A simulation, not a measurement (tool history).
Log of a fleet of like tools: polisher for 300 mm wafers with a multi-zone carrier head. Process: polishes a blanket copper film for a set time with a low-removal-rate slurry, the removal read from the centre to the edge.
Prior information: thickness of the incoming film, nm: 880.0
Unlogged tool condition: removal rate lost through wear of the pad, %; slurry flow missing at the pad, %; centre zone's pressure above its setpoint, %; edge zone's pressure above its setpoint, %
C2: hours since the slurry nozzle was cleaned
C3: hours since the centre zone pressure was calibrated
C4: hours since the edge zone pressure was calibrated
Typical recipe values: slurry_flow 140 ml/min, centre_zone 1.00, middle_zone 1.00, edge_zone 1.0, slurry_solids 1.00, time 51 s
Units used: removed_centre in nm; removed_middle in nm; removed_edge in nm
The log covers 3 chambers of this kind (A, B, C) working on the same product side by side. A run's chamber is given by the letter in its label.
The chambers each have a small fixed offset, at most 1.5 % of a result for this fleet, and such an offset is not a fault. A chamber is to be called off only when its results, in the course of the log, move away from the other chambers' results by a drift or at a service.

Run 1C, day 0.533: usual settings; wafers polished on this pad 633; C2 266.6; C3 169.3; C4 217.5. Result: removed_centre 192.81 nm, removed_middle 192.34 nm, removed_edge 193.33 nm.
Run 2B, day 1.025: usual settings; wafers polished on this pad 767; C2 115.1; C3 223.5; C4 691.8. Result: removed_centre 191.18 nm, removed_middle 196.28 nm, removed_edge 189.73 nm.
At day 1.154: chamber C: worn pad replaced by a new one.
At day 1.358: chamber B: worn pad replaced by a new one.
Run 3A, day 1.533: usual settings; wafers polished on this pad 544; C2 182.1; C3 236.2; C4 421.0. Result: removed_centre 188.90 nm, removed_middle 195.21 nm, removed_edge 192.68 nm.
Run 4B, day 1.975: usual settings; wafers polished on this pad 161; C2 137.9; C3 246.3; C4 714.6. Result: removed_centre 188.56 nm, removed_middle 191.32 nm, removed_edge 189.97 nm.
At day 2.429: chamber A: worn pad replaced by a new one.
Run 5A, day 2.567: usual settings; wafers polished on this pad 35; C2 206.9; C3 261.0; C4 445.8. Result: removed_centre 186.31 nm, removed_middle 191.62 nm, removed_edge 189.54 nm.
Run 6C, day 3.100: usual settings; wafers polished on this pad 506; C2 328.2; C3 230.9; C4 279.1. Result: removed_centre 191.71 nm, removed_middle 194.57 nm, removed_edge 193.27 nm.
Run 7C, day 3.525: usual settings; wafers polished on this pad 617; C2 338.4; C3 241.1; C4 289.3. Result: removed_centre 188.38 nm, removed_middle 189.00 nm, removed_edge 191.73 nm.
Run 8B, day 4.075: usual settings; wafers polished on this pad 707; C2 188.3; C3 296.7; C4 765.0. Result: removed_centre 187.93 nm, removed_middle 192.35 nm, removed_edge 185.98 nm.
At day 4.342: chamber C: worn pad replaced by a new one.
Run 9A, day 4.525: usual settings; wafers polished on this pad 545; C2 253.9; C3 308.0; C4 492.8. Result: removed_centre 190.01 nm, removed_middle 190.55 nm, removed_edge 190.61 nm.
At day 4.583: chamber B: worn pad replaced by a new one.
Run 10A, day 4.967: usual settings; wafers polished on this pad 660; C2 264.5; C3 318.6; C4 503.4. Result: removed_centre 189.88 nm, removed_middle 187.53 nm, removed_edge 189.30 nm.
At day 5.246: chamber B: edge zone pressure recalibrated.
Run 11B, day 5.300: usual settings but centre_zone 1.04; wafers polished on this pad 187; C2 217.7; C3 326.1; C4 1.3. Result: removed_centre 197.78 nm, removed_middle 190.98 nm, removed_edge 190.29 nm.
At day 5.396: chamber A: worn pad replaced by a new one.
Run 12C, day 5.671: usual settings but centre_zone 1.04; wafers polished on this pad 346; C2 389.9; C3 292.6; C4 340.8. Result: removed_centre 196.21 nm, removed_middle 194.67 nm, removed_edge 190.43 nm.
Run 13B, day 6.021: usual settings but centre_zone 1.04; wafers polished on this pad 374; C2 235.0; C3 343.4; C4 18.6. Result: removed_centre 193.31 nm, removed_middle 187.79 nm, removed_edge 193.78 nm.
Run 14C, day 6.612: usual settings; wafers polished on this pad 591; C2 412.5; C3 315.2; C4 363.4. Result: removed_centre 183.86 nm, removed_middle 195.66 nm, removed_edge 190.85 nm.
At day 6.925: chamber C: worn pad replaced by a new one.
Run 15A, day 6.925: usual settings; wafers polished on this pad 398; C2 311.5; C3 365.6; C4 550.4. Result: removed_centre 190.44 nm, removed_middle 185.09 nm, removed_edge 188.52 nm.
Run 16C, day 7.479: usual settings; wafers polished on this pad 144; C2 433.3; C3 336.0; C4 384.2. Result: removed_centre 188.35 nm, removed_middle 192.21 nm, removed_edge 194.31 nm.
At day 7.608: chamber B: worn pad replaced by a new one.
Run 17A, day 8.083: usual settings but centre_zone 0.96, slurry_solids 0.75; wafers polished on this pad 699; C2 339.3; C3 393.4; C4 578.2. Result: removed_centre 163.05 nm, removed_middle 171.24 nm, removed_edge 175.19 nm.
At day 8.442: chamber A: worn pad replaced by a new one.
Run 18B, day 8.504: usual settings but centre_zone 0.96, slurry_solids 0.75; wafers polished on this pad 233; C2 294.6; C3 403.0; C4 78.2. Result: removed_centre 166.57 nm, removed_middle 178.77 nm, removed_edge 180.75 nm.
Run 19A, day 8.958: usual settings but centre_zone 0.96, slurry_solids 0.75; wafers polished on this pad 134; C2 360.3; C3 414.4; C4 599.2. Result: removed_centre 159.77 nm, removed_middle 168.32 nm, removed_edge 170.05 nm.
Run 20C, day 9.225: usual settings; wafers polished on this pad 598; C2 475.2; C3 377.9; C4 426.1. Result: removed_centre 188.88 nm, removed_middle 188.03 nm, removed_edge 191.18 nm.
At day 9.262: chamber A: centre zone pressure recalibrated.
Run 21B, day 9.612: usual settings but middle_zone 0.91, slurry_solids 1.15; wafers polished on this pad 521; C2 321.2; C3 429.6; C4 104.8. Result: removed_centre 195.39 nm, removed_middle 181.11 nm, removed_edge 195.01 nm.
At day 9.833: chamber C: worn pad replaced by a new one.
Run 22A, day 9.979: usual settings but middle_zone 0.91, slurry_solids 1.15; wafers polished on this pad 400; C2 384.8; C3 17.2; C4 623.7. Result: removed_centre 176.40 nm, removed_middle 171.75 nm, removed_edge 188.72 nm.
Run 23C, day 10.279: usual settings but middle_zone 0.91, slurry_solids 1.15; wafers polished on this pad 116; C2 500.5; C3 403.2; C4 451.4. Result: removed_centre 200.13 nm, removed_middle 180.77 nm, removed_edge 196.61 nm.
Run 24B, day 10.788: usual settings but slurry_flow 110 ml/min, edge_zone 0.9; wafers polished on this pad 827; C2 349.4; C3 457.8; C4 133.0. Result: removed_centre 180.03 nm, removed_middle 184.25 nm, removed_edge 170.66 nm.
At day 11.000: chamber B: worn pad replaced by a new one.
At day 11.217: chamber A: worn pad replaced by a new one.
Run 25C, day 11.262: usual settings but slurry_flow 110 ml/min, edge_zone 0.9; wafers polished on this pad 372; C2 524.1; C3 426.8; C4 475.0. Result: removed_centre 180.66 nm, removed_middle 185.44 nm, removed_edge 173.83 nm.
Run 26A, day 11.533: usual settings but slurry_flow 110 ml/min, edge_zone 0.9; wafers polished on this pad 83; C2 422.1; C3 54.5; C4 661.0. Result: removed_centre 153.92 nm, removed_middle 161.45 nm, removed_edge 159.89 nm.
Run 27B, day 12.071: usual settings; wafers polished on this pad 278; C2 380.2; C3 488.6; C4 163.8. Result: removed_centre 191.10 nm, removed_middle 193.18 nm, removed_edge 191.17 nm.
At day 12.504: chamber C: worn pad replaced by a new one.
Run 28B, day 12.629: usual settings but centre_zone 0.89, time 43 s; wafers polished on this pad 423; C2 393.6; C3 502.0; C4 177.2. Result: removed_centre 142.22 nm, removed_middle 162.32 nm, removed_edge 160.27 nm.
Run 29C, day 13.104: usual settings but centre_zone 0.89, time 43 s; wafers polished on this pad 156; C2 568.3; C3 471.0; C4 519.2. Result: removed_centre 142.65 nm, removed_middle 164.27 nm, removed_edge 163.09 nm.

Does one chamber stand apart from the rest, does the shared gauge drift, or is all well apart from small per-chamber offsets? Give the chamber and the most likely cause, where there is one.

It is chamber A that slowly wanders off from its peers.
Cause: slurry flow missing at the pad, % = 41.

Chamber A could run next with any of the 4 candidate recipes listed below; each alters the usual settings, and their results appear as question marks. Which one brings its results back in line with what the other chambers deliver on the usual settings?
Maximum distance from the other chambers' mean on the usual settings for a result to count as in line: removed_centre 9.40 nm; removed_middle 8.60 nm; removed_edge 8.30 nm
Run 30A-1, day 13.538: usual settings but slurry_flow 150 ml/min, centre_zone 1.03, middle_zone 1.03, edge_zone 0.98, time 55 s. Result: removed_centre ?, removed_middle ?, removed_edge ?.
Run 30A-2, day 13.538: usual settings but slurry_flow 135 ml/min, centre_zone 0.99, middle_zone 0.99, edge_zone 1.01, time 49 s. Result: removed_centre ?, removed_middle ?, removed_edge ?.
Run 30A-3, day 13.538: usual settings but slurry_flow 145 ml/min, centre_zone 1.01, middle_zone 1.01, edge_zone 0.99, time 53 s. Result: removed_centre ?, removed_middle ?, removed_edge ?.
Run 30A-4, day 13.538: usual settings but slurry_flow 130 ml/min, centre_zone 0.97, middle_zone 0.97, edge_zone 1.02, time 47 s. Result: removed_centre ?, removed_middle ?, removed_edge ?.

Average result of the remaining chambers running the usual settings: removed_centre 189.99 nm; removed_middle 192.12 nm; removed_edge 190.73 nm
  run  removed_centre  removed_middle  removed_edge
30A-1          185.24          189.91        186.03
30A-2          151.80          157.67        164.82
30A-3          172.52          177.82        179.03
30A-4          140.18          146.51        157.65
With 30A-1, the chamber falls back in line with the rest.
